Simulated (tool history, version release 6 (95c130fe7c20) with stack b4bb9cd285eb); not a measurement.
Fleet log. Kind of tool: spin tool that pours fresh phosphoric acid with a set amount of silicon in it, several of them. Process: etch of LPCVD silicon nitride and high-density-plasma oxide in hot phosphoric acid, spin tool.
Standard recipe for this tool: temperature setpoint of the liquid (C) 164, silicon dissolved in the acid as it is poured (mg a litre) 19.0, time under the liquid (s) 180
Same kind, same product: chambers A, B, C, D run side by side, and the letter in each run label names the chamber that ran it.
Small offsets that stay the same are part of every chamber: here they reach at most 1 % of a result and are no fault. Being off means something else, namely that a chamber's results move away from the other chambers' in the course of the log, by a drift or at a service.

run	day	temperature setpoint of the liquid (C)	silicon dissolved in the acid as it is poured (mg a litre)	time under the liquid (s)	read-back film thickness of the LPCVD silicon nitride reference wafer, read on the same gauge (nm)	read-back film thickness of the high-density-plasma oxide reference wafer, read on the same gauge (nm)	thickness taken off the LPCVD silicon nitride on a monitor wafer (Å)	thickness taken off the high-density-plasma oxide on a monitor wafer (Å)
1B	0.338	164	19.0	180	29.969	60.002	184.710	5.2720
# day 0.579: chamber A: heated supply line repaired
2C	0.683	164	19.0	180	29.992	60.010	186.430	4.4533
3D	1.000	164	19.0	180	29.986	60.011	183.690	5.1004
4A	1.433	164	19.0	180	30.006	60.009	183.130	4.4581
5B	1.704	164	19.0	180	30.028	60.003	184.560	4.4346
6D	2.004	164	19.0	180	30.010	60.013	183.370	4.9737
7C	2.525	164	19.0	180	30.076	59.975	185.100	4.5030
8A	3.025	164	19.0	180	30.007	59.987	185.610	4.9510
9A	3.450	164	26.0	80	29.982	60.027	81.760	1.8997
10D	3.825	164	26.0	80	30.000	60.000	82.593	1.8594
11B	4.200	164	26.0	80	29.971	59.997	82.019	1.8924
12C	4.483	164	26.0	80	29.979	60.011	82.446	1.6942
13A	4.742	164	19.0	180	30.007	60.007	185.120	5.1506
14C	5.212	164	19.0	180	30.038	59.989	186.580	5.7103
15B	5.467	164	19.0	180	30.044	60.006	182.410	4.7638
16D	5.825	164	19.0	180	29.972	60.013	185.380	4.6680
17D	6.329	164	19.0	180	29.997	60.036	182.080	5.1498
18C	6.888	164	19.0	180	29.991	60.027	184.330	4.6731
19B	7.271	164	19.0	180	29.971	60.025	184.800	4.7142
20A	7.788	164	19.0	180	29.988	59.993	184.940	5.3036
21A	8.321	164	19.0	180	29.966	60.018	183.960	4.9357
22B	8.767	164	19.0	180	29.966	60.007	182.860	4.9328
23C	9.133	164	19.0	180	30.001	59.974	184.230	4.7272
24D	9.650	164	19.0	180	30.019	60.016	186.240	4.1664
25D	9.904	164	19.0	180	29.978	60.010	182.240	4.7132
26C	10.183	164	19.0	180	29.995	60.010	185.150	4.9400
27A	10.508	164	19.0	180	30.000	60.000	182.860	4.8129
# day 10.642: chamber B: thermometer replaced
28B	11.062	164	19.0	180	29.982	59.991	181.970	5.1537
29B	11.604	164	19.0	180	29.999	59.991	184.180	5.2613
30C	11.908	164	19.0	180	29.977	60.017	185.410	4.8499
31D	12.329	164	27.5	75	30.016	59.993	76.125	1.4973

Is one chamber off against the others, does the gauge drift, or is nothing wrong? If a chamber is off, say which, and what the likeliest cause is.

All chambers stay in line apart from their small fixed offsets, and the gauge does not drift.
